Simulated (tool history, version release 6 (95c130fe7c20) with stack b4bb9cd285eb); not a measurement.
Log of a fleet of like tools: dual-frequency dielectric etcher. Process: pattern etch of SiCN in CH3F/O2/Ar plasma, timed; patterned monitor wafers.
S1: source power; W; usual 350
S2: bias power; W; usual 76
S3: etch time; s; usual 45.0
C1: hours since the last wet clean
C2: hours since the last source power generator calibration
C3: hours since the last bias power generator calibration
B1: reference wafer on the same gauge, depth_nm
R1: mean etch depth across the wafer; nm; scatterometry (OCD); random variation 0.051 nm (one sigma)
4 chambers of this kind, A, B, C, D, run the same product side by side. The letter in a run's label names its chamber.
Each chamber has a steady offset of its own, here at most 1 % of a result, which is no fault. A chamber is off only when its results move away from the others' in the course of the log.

run	day	S1	S2	S3	C1	C2	C3	B1	R1
1A	0.308	350	76	45.0	283.2	1484.1	4141.1	18.587	16.407
2C	0.533	350	76	45.0	16.2	929.2	627.9	18.599	16.386
3B	0.775	350	76	45.0	325.7	1406.0	1039.0	18.603	16.387
4D	1.008	350	76	45.0	64.1	2444.9	2735.3	18.596	16.553
5B	1.242	350	76	45.0	336.9	1417.2	1050.2	18.597	16.390
6A	1.450	350	76	45.0	310.6	1511.5	4168.5	18.612	16.327
7C	1.696	350	76	45.0	44.1	957.1	655.8	18.594	16.449
8D	1.921	350	76	45.0	86.0	2466.8	2757.2	18.596	16.527
9B	2.100	350	76	45.0	357.5	1437.8	1070.8	18.612	16.439
10D	2.438	350	76	45.0	98.4	2479.2	2769.6	18.586	16.537
11C	2.621	300	61	45.0	66.3	979.3	678.0	18.592	14.318
12A	2.842	300	61	45.0	344.0	1544.9	4201.9	18.603	14.178
13B	3.012	300	61	45.0	379.4	1459.7	1092.7	18.601	14.423
14A	3.321	300	61	45.0	355.5	1556.4	4213.4	18.597	14.200
15C	3.658	350	60	54.5	91.2	1004.2	702.9	18.602	18.403
16D	3.812	350	60	54.5	131.4	2512.2	2802.6	18.600	18.523
17C	4.138	350	60	54.5	102.7	1015.7	714.4	18.610	18.404
# day 4.142: chamber A: wet clean of the chamber
# day 4.383: chamber A: bias power generator calibrated
18D	4.471	350	60	54.5	147.2	2528.0	2818.4	18.609	18.397
19B	4.792	350	76	45.0	422.1	1502.4	1135.4	18.594	16.538
20A	5.054	350	76	45.0	21.9	1598.0	16.2	18.601	16.276
21B	5.312	350	76	45.0	434.6	1514.9	1147.9	18.599	16.548
22A	5.650	350	76	45.0	36.2	1612.3	30.5	18.605	16.354
23C	5.929	350	76	45.0	145.7	1058.7	757.4	18.600	16.355
24D	6.204	350	76	45.0	188.8	2569.6	2860.0	18.604	16.449
25C	6.412	350	76	45.0	157.3	1070.3	769.0	18.595	16.395
26B	6.600	350	76	45.0	465.5	1545.8	1178.8	18.593	16.551
27D	6.821	350	76	45.0	203.6	2584.4	2874.8	18.603	16.434
28A	7.042	350	76	45.0	69.6	1645.7	63.9	18.603	16.376
29B	7.354	350	76	45.0	483.6	1563.9	1196.9	18.604	16.525
30A	7.700	350	76	45.0	85.4	1661.5	79.7	18.611	16.331
31D	7.925	350	76	45.0	230.1	2610.9	2901.3	18.607	16.498
32C	8.171	350	93	45.0	199.5	1112.5	811.2	18.588	17.680
# day 8.454: chamber D: bias power generator calibrated
33A	8.508	350	93	45.0	104.8	1680.9	99.1	18.603	17.600
34D	8.833	350	93	45.0	251.9	2632.7	9.2	18.593	17.785
35B	9.117	350	93	45.0	525.9	1606.2	1239.2	18.601	18.029
36C	9.346	350	76	45.0	227.7	1140.7	839.4	18.591	16.337
37D	9.612	350	76	45.0	270.6	2651.4	27.9	18.597	16.546
38B	9.938	350	76	45.0	545.6	1625.9	1258.9	18.603	16.589
39C	10.196	350	76	45.0	248.1	1161.1	859.8	18.588	16.372
40A	10.412	350	76	45.0	150.5	1726.6	144.8	18.601	16.392
# day 10.512: chamber B: wet clean of the chamber
41A	10.738	420	76	50.0	158.3	1734.4	152.6	18.612	19.378
42D	11.062	420	76	50.0	305.4	2686.2	62.7	18.608	19.706
43B	11.217	420	76	50.0	17.0	1656.6	1289.6	18.596	19.817

Next, every chamber runs the same settings. What will each give?
44A	11.467	350	68	45.0					?
44B	11.467	350	68	45.0					?
44C	11.467	350	68	45.0					?
44D	11.467	350	68	45.0					?

run	R1
44A	15.668
44B	16.084
44C	15.763
44D	15.861
